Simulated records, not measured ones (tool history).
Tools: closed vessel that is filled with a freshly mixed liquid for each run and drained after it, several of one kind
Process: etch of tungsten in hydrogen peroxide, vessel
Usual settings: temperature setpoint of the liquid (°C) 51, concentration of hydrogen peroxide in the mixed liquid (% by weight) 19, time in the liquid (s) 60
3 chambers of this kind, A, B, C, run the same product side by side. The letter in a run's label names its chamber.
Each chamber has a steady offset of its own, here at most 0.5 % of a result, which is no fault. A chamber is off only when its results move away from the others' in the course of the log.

| run | day | temperature setpoint of the liquid (°C) | concentration of hydrogen peroxide in the mixed liquid (% by weight) | time in the liquid (s) | read-back film thickness of the tungsten reference wafer, read on the same gauge (nm) | thickness taken off the tungsten on a monitor wafer (nm) |
|---|---|---|---|---|---|---|
| 1B | 0.275 | 51 | 19 | 60 | 79.964 | 172.7 |
| 2A | 0.4 | 51 | 19 | 60 | 79.98 | 169.9 |
| 3C | 0.525 | 51 | 19 | 60 | 79.996 | 172.67 |
| 4A | 0.767 | 51 | 19 | 60 | 80.016 | 172.89 |
| 5C | 0.958 | 51 | 19 | 60 | 80.008 | 172.44 |
| 6B | 1.179 | 51 | 19 | 60 | 79.971 | 175.21 |
| 7A | 1.354 | 58 | 19 | 30 | 80.02 | 129.26 |
| 8C | 1.538 | 58 | 19 | 30 | 80.045 | 132.96 |
| 9B | 1.788 | 58 | 19 | 30 | 80.003 | 131.74 |
| 10A | 2.062 | 51 | 19 | 60 | 79.971 | 173.01 |
| 11B | 2.196 | 51 | 19 | 60 | 79.997 | 172.95 |
| 12C | 2.383 | 51 | 19 | 60 | 80.003 | 172.01 |
| 13B | 2.521 | 51 | 21.5 | 60 | 80.012 | 185 |
| 14C | 2.717 | 51 | 21.5 | 60 | 80.012 | 185.37 |
| 15A | 2.846 | 51 | 21.5 | 60 | 80.003 | 182.03 |
| 16B | 3.05 | 51 | 19 | 60 | 80.034 | 175.61 |
| 17A | 3.279 | 51 | 19 | 60 | 79.97 | 173.68 |
| 18C | 3.533 | 51 | 19 | 60 | 79.974 | 175.29 |
|  | 3.538 | chamber B: new drum of peroxide connected |
| 19A | 3.692 | 51 | 19 | 60 | 80.041 | 171.6 |
| 20B | 3.85 | 51 | 19 | 60 | 79.971 | 170.92 |
| 21C | 4.108 | 51 | 19 | 60 | 80.018 | 171.49 |
| 22B | 4.288 | 51 | 19 | 60 | 80 | 174.1 |
| 23A | 4.442 | 51 | 19 | 60 | 80.019 | 172.76 |
|  | 4.621 | chamber A: thermometer replaced |
| 24C | 4.646 | 51 | 19 | 35 | 80.026 | 99.904 |
| 25A | 4.858 | 51 | 19 | 35 | 80.023 | 101.46 |
| 26C | 5.021 | 51 | 19 | 35 | 80.012 | 102.3 |
| 27B | 5.254 | 51 | 19 | 60 | 79.992 | 171.12 |
| 28A | 5.421 | 51 | 19 | 60 | 80.04 | 172.41 |
| 29C | 5.696 | 51 | 19 | 60 | 79.993 | 172.94 |
| 30B | 5.933 | 51 | 19 | 60 | 80.004 | 174.18 |
| 31C | 6.158 | 51 | 19 | 60 | 80.007 | 173.16 |
| 32A | 6.438 | 51 | 19 | 60 | 80.014 | 172.92 |
| 33B | 6.612 | 51 | 19 | 60 | 79.976 | 173.46 |
| 34B | 6.75 | 51 | 19 | 60 | 80 | 172.12 |
| 35A | 6.958 | 51 | 19 | 60 | 80.028 | 175.21 |
| 36C | 7.162 | 51 | 19 | 60 | 80.018 | 174.78 |
| 37A | 7.404 | 51 | 19 | 60 | 80.025 | 175.09 |
| 38C | 7.642 | 51 | 19 | 60 | 80.004 | 172.4 |
| 39B | 7.833 | 51 | 19 | 60 | 79.986 | 173.39 |
| 40B | 7.992 | 51 | 19 | 60 | 79.997 | 172.88 |

What goes on in this fleet: one chamber off, a drifting gauge, or nothing beyond the chambers' own small offsets? Name the chamber and the cause, if any.

No chamber stands off beyond its own small offset, and the gauge holds steady.
